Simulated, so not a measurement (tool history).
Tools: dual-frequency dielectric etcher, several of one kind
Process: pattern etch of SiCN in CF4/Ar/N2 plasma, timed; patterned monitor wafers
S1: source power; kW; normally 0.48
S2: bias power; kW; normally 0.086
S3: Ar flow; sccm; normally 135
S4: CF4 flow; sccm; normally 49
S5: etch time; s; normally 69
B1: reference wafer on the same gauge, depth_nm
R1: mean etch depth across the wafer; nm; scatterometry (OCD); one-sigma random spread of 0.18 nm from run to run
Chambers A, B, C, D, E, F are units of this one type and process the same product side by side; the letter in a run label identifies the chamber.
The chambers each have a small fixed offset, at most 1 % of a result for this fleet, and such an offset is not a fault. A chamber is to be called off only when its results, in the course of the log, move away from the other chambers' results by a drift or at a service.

run 1E hour=10.5 | S1=0.48 S2=0.086 S3=135 S4=49 S5=69 | B1=55.915 | R1=60.477
run 2D hour=16.1 | S1=0.48 S2=0.086 S3=135 S4=49 S5=69 | B1=55.911 | R1=60.447
run 3C hour=21.7 | S1=0.48 S2=0.086 S3=135 S4=49 S5=69 | B1=55.863 | R1=60.805
run 4F hour=27.2 | S1=0.48 S2=0.086 S3=135 S4=49 S5=69 | B1=55.898 | R1=60.188
run 5A hour=33.8 | S1=0.48 S2=0.086 S3=135 S4=49 S5=69 | B1=55.869 | R1=61.066
run 6B hour=40.5 | S1=0.48 S2=0.086 S3=135 S4=49 S5=69 | B1=55.906 | R1=60.538
run 7D hour=47.1 | S1=0.48 S2=0.086 S3=135 S4=49 S5=69 | B1=55.898 | R1=60.254
-- hour=50.8 chamber D: CF4 flow controller replaced
run 8E hour=57.3 | S1=0.48 S2=0.086 S3=135 S4=49 S5=69 | B1=55.889 | R1=60.075
run 9A hour=66.3 | S1=0.48 S2=0.086 S3=135 S4=49 S5=69 | B1=55.877 | R1=60.784
run 10B hour=75.4 | S1=0.48 S2=0.086 S3=135 S4=49 S5=69 | B1=55.88 | R1=60.821
-- hour=75.5 chamber C: wet clean of the chamber
run 11F hour=81.9 | S1=0.48 S2=0.086 S3=135 S4=49 S5=69 | B1=55.907 | R1=60.464
run 12C hour=92.5 | S1=0.48 S2=0.086 S3=135 S4=49 S5=69 | B1=55.947 | R1=61.321
run 13F hour=97.6 | S1=0.48 S2=0.086 S3=135 S4=49 S5=69 | B1=55.895 | R1=60.417
run 14C hour=103.5 | S1=0.55 S2=0.073 S3=135 S4=49 S5=69 | B1=55.887 | R1=64.705
run 15B hour=109.3 | S1=0.55 S2=0.073 S3=135 S4=49 S5=69 | B1=55.87 | R1=64.147
run 16A hour=118.4 | S1=0.55 S2=0.073 S3=135 S4=49 S5=69 | B1=55.894 | R1=64.266
-- hour=123.6 chamber A: wet clean of the chamber
run 17E hour=127 | S1=0.55 S2=0.073 S3=135 S4=49 S5=69 | B1=55.891 | R1=63.565
run 18D hour=134.7 | S1=0.55 S2=0.073 S3=135 S4=49 S5=69 | B1=55.898 | R1=63.563
run 19E hour=140.7 | S1=0.55 S2=0.073 S3=135 S4=49 S5=69 | B1=55.877 | R1=63.663
run 20A hour=147.6 | S1=0.48 S2=0.086 S3=135 S4=49 S5=69 | B1=55.889 | R1=60.846
run 21B hour=154.4 | S1=0.48 S2=0.086 S3=135 S4=49 S5=69 | B1=55.915 | R1=60.503
run 22C hour=164 | S1=0.48 S2=0.086 S3=135 S4=49 S5=69 | B1=55.91 | R1=61.024
run 23F hour=170.8 | S1=0.48 S2=0.086 S3=135 S4=49 S5=69 | B1=55.919 | R1=60.604
run 24D hour=180.6 | S1=0.48 S2=0.086 S3=135 S4=49 S5=69 | B1=55.908 | R1=60.24
run 25F hour=187.4 | S1=0.48 S2=0.086 S3=135 S4=49 S5=69 | B1=55.896 | R1=60.122
run 26D hour=193.3 | S1=0.48 S2=0.086 S3=135 S4=49 S5=69 | B1=55.881 | R1=60.391
-- hour=195.5 chamber D: wet clean of the chamber
run 27B hour=202 | S1=0.48 S2=0.086 S3=135 S4=49 S5=69 | B1=55.889 | R1=60.743
run 28A hour=211.8 | S1=0.48 S2=0.086 S3=135 S4=49 S5=69 | B1=55.95 | R1=60.721
-- hour=217.8 chamber B: wet clean of the chamber
run 29E hour=217.9 | S1=0.48 S2=0.086 S3=135 S4=49 S5=69 | B1=55.908 | R1=60.102
run 30C hour=226.4 | S1=0.48 S2=0.086 S3=135 S4=49 S5=69 | B1=55.909 | R1=60.909
run 31B hour=235.4 | S1=0.48 S2=0.086 S3=135 S4=49 S5=69 | B1=55.901 | R1=60.516
run 32A hour=244.5 | S1=0.48 S2=0.086 S3=135 S4=49 S5=69 | B1=55.914 | R1=60.636
-- hour=251.6 chamber F: wet clean of the chamber
run 33F hour=253.5 | S1=0.48 S2=0.086 S3=135 S4=49 S5=69 | B1=55.878 | R1=60.301
run 34C hour=259.6 | S1=0.48 S2=0.086 S3=135 S4=49 S5=69 | B1=55.932 | R1=60.957
run 35E hour=264.6 | S1=0.48 S2=0.086 S3=135 S4=49 S5=69 | B1=55.893 | R1=60.527
run 36D hour=273.8 | S1=0.48 S2=0.086 S3=135 S4=49 S5=69 | B1=55.913 | R1=60.341
run 37E hour=280.9 | S1=0.48 S2=0.086 S3=135 S4=49 S5=69 | B1=55.918 | R1=60.202
run 38B hour=286.1 | S1=0.48 S2=0.086 S3=135 S4=49 S5=69 | B1=55.956 | R1=60.458
run 39A hour=290.9 | S1=0.48 S2=0.086 S3=135 S4=49 S5=84 | B1=55.898 | R1=73.961
run 40F hour=296.8 | S1=0.48 S2=0.086 S3=135 S4=49 S5=84 | B1=55.894 | R1=73.344
run 41D hour=301.6 | S1=0.48 S2=0.086 S3=135 S4=49 S5=84 | B1=55.914 | R1=73.289
run 42C hour=311.3 | S1=0.48 S2=0.086 S3=135 S4=49 S5=84 | B1=55.899 | R1=74.333
run 43A hour=317.3 | S1=0.48 S2=0.086 S3=135 S4=49 S5=84 | B1=55.898 | R1=74.034

Decide between three cases: one chamber stands off from its peers, the gauge reading all wafers drifts, or nothing is wrong past each chamber's small offset. Where a chamber is off, say which and what most likely put it there.

Beyond each chamber's small constant offset nothing stands out, and the gauge stays steady.
